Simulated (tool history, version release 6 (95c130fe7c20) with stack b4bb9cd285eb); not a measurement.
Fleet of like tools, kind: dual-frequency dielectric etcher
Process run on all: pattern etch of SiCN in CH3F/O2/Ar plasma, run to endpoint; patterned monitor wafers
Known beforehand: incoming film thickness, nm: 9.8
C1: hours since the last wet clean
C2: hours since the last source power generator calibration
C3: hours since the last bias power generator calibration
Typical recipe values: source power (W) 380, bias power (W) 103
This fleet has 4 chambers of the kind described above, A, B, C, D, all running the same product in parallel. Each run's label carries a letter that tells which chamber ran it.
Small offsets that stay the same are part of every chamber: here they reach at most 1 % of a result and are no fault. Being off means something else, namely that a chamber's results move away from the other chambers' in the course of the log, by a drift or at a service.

{"run": "1B", "hour": 5.2, "source power (W)": 380, "bias power (W)": 103, "C1": 307.7, "C2": 2189.4, "C3": 4525.4, "endpoint time (s)": 23.372}
{"run": "2C", "hour": 14.4, "source power (W)": 380, "bias power (W)": 103, "C1": 358.4, "C2": 497.7, "C3": 2674.8, "endpoint time (s)": 23.479}
{"run": "3A", "hour": 20.4, "source power (W)": 380, "bias power (W)": 103, "C1": 297.7, "C2": 1067.0, "C3": 149.8, "endpoint time (s)": 23.258}
{"run": "4D", "hour": 27.9, "source power (W)": 380, "bias power (W)": 103, "C1": 39.1, "C2": 2962.0, "C3": 2032.7, "endpoint time (s)": 23.552}
{"hour": 30.8, "done": "chamber D: source power generator calibrated"}
{"run": "5C", "hour": 36.3, "source power (W)": 290, "bias power (W)": 117, "C1": 380.3, "C2": 519.6, "C3": 2696.7, "endpoint time (s)": 24.525}
{"run": "6A", "hour": 41.2, "source power (W)": 290, "bias power (W)": 117, "C1": 318.5, "C2": 1087.8, "C3": 170.6, "endpoint time (s)": 24.566}
{"run": "7D", "hour": 52.2, "source power (W)": 290, "bias power (W)": 117, "C1": 63.4, "C2": 21.4, "C3": 2057.0, "endpoint time (s)": 24.634}
{"run": "8B", "hour": 62.9, "source power (W)": 290, "bias power (W)": 117, "C1": 365.4, "C2": 2247.1, "C3": 4583.1, "endpoint time (s)": 24.487}
{"run": "9C", "hour": 69.8, "source power (W)": 380, "bias power (W)": 103, "C1": 413.8, "C2": 553.1, "C3": 2730.2, "endpoint time (s)": 23.293}
{"run": "10D", "hour": 80.6, "source power (W)": 380, "bias power (W)": 103, "C1": 91.8, "C2": 49.8, "C3": 2085.4, "endpoint time (s)": 23.424}
{"hour": 91.3, "done": "chamber A: wet clean of the chamber"}
{"run": "11B", "hour": 91.3, "source power (W)": 380, "bias power (W)": 103, "C1": 393.8, "C2": 2275.5, "C3": 4611.5, "endpoint time (s)": 23.22}
{"run": "12A", "hour": 97.9, "source power (W)": 380, "bias power (W)": 103, "C1": 6.7, "C2": 1144.5, "C3": 227.3, "endpoint time (s)": 23.183}
{"run": "13D", "hour": 107.2, "source power (W)": 380, "bias power (W)": 103, "C1": 118.4, "C2": 76.4, "C3": 2112.0, "endpoint time (s)": 23.374}
{"run": "14C", "hour": 112.5, "source power (W)": 380, "bias power (W)": 103, "C1": 456.5, "C2": 595.8, "C3": 2772.9, "endpoint time (s)": 23.274}
{"hour": 114.4, "done": "chamber B: wet clean of the chamber"}
{"run": "15A", "hour": 121.1, "source power (W)": 380, "bias power (W)": 103, "C1": 29.9, "C2": 1167.7, "C3": 250.5, "endpoint time (s)": 23.287}
{"run": "16B", "hour": 130.5, "source power (W)": 300, "bias power (W)": 128, "C1": 16.2, "C2": 2314.7, "C3": 4650.7, "endpoint time (s)": 23.39}
{"run": "17D", "hour": 136.4, "source power (W)": 300, "bias power (W)": 128, "C1": 147.6, "C2": 105.6, "C3": 2141.2, "endpoint time (s)": 23.432}
{"run": "18C", "hour": 145.6, "source power (W)": 300, "bias power (W)": 128, "C1": 489.6, "C2": 628.9, "C3": 2806.0, "endpoint time (s)": 23.371}
{"run": "19B", "hour": 154.4, "source power (W)": 300, "bias power (W)": 128, "C1": 40.1, "C2": 2338.6, "C3": 4674.6, "endpoint time (s)": 23.42}
{"run": "20A", "hour": 162.1, "source power (W)": 380, "bias power (W)": 103, "C1": 70.9, "C2": 1208.7, "C3": 291.5, "endpoint time (s)": 23.312}
{"hour": 164.9, "done": "chamber C: wet clean of the chamber"}
{"hour": 165.2, "done": "chamber B: bias power generator calibrated"}
{"run": "21B", "hour": 167.3, "source power (W)": 380, "bias power (W)": 103, "C1": 53.0, "C2": 2351.5, "C3": 2.2, "endpoint time (s)": 23.643}
{"run": "22D", "hour": 178.3, "source power (W)": 380, "bias power (W)": 103, "C1": 189.5, "C2": 147.5, "C3": 2183.1, "endpoint time (s)": 23.523}
{"run": "23C", "hour": 186.2, "source power (W)": 380, "bias power (W)": 103, "C1": 21.3, "C2": 669.5, "C3": 2846.6, "endpoint time (s)": 23.36}
{"run": "24A", "hour": 195.6, "source power (W)": 380, "bias power (W)": 103, "C1": 104.4, "C2": 1242.2, "C3": 325.0, "endpoint time (s)": 23.311}
{"run": "25B", "hour": 201.1, "source power (W)": 380, "bias power (W)": 103, "C1": 86.8, "C2": 2385.3, "C3": 36.0, "endpoint time (s)": 23.404}
{"run": "26D", "hour": 210.9, "source power (W)": 380, "bias power (W)": 103, "C1": 222.1, "C2": 180.1, "C3": 2215.7, "endpoint time (s)": 23.548}
{"run": "27A", "hour": 221.1, "source power (W)": 380, "bias power (W)": 103, "C1": 129.9, "C2": 1267.7, "C3": 350.5, "endpoint time (s)": 23.155}
{"run": "28C", "hour": 228.0, "source power (W)": 380, "bias power (W)": 103, "C1": 63.1, "C2": 711.3, "C3": 2888.4, "endpoint time (s)": 23.172}
{"run": "29A", "hour": 235.7, "source power (W)": 380, "bias power (W)": 103, "C1": 144.5, "C2": 1282.3, "C3": 365.1, "endpoint time (s)": 23.324}
{"run": "30C", "hour": 240.8, "source power (W)": 380, "bias power (W)": 103, "C1": 75.9, "C2": 724.1, "C3": 2901.2, "endpoint time (s)": 23.249}
{"run": "31D", "hour": 248.7, "source power (W)": 380, "bias power (W)": 121, "C1": 259.9, "C2": 217.9, "C3": 2253.5, "endpoint time (s)": 22.017}
{"run": "32B", "hour": 259.6, "source power (W)": 380, "bias power (W)": 121, "C1": 145.3, "C2": 2443.8, "C3": 94.5, "endpoint time (s)": 21.969}
{"run": "33B", "hour": 268.5, "source power (W)": 380, "bias power (W)": 121, "C1": 154.2, "C2": 2452.7, "C3": 103.4, "endpoint time (s)": 21.96}
{"run": "34D", "hour": 276.9, "source power (W)": 380, "bias power (W)": 121, "C1": 288.1, "C2": 246.1, "C3": 2281.7, "endpoint time (s)": 21.975}
{"run": "35C", "hour": 287.2, "source power (W)": 380, "bias power (W)": 103, "C1": 122.3, "C2": 770.5, "C3": 2947.6, "endpoint time (s)": 23.372}
{"run": "36A", "hour": 298.3, "source power (W)": 380, "bias power (W)": 103, "C1": 207.1, "C2": 1344.9, "C3": 427.7, "endpoint time (s)": 23.259}
{"run": "37C", "hour": 309.2, "source power (W)": 380, "bias power (W)": 103, "C1": 144.3, "C2": 792.5, "C3": 2969.6, "endpoint time (s)": 23.35}
{"run": "38D", "hour": 319.5, "source power (W)": 380, "bias power (W)": 103, "C1": 330.7, "C2": 288.7, "C3": 2324.3, "endpoint time (s)": 23.58}
{"run": "39A", "hour": 326.7, "source power (W)": 380, "bias power (W)": 82, "C1": 235.5, "C2": 1373.3, "C3": 456.1, "endpoint time (s)": 25.408}
{"run": "40B", "hour": 333.2, "source power (W)": 380, "bias power (W)": 82, "C1": 218.9, "C2": 2517.4, "C3": 168.1, "endpoint time (s)": 25.352}

One chamber off, gauge drift, or nothing amiss beyond the chambers' own small offsets? If it is a chamber, which one, and what is the likeliest cause?

Nothing is wrong: each chamber keeps only its own small, steady offset and the gauge holds still.
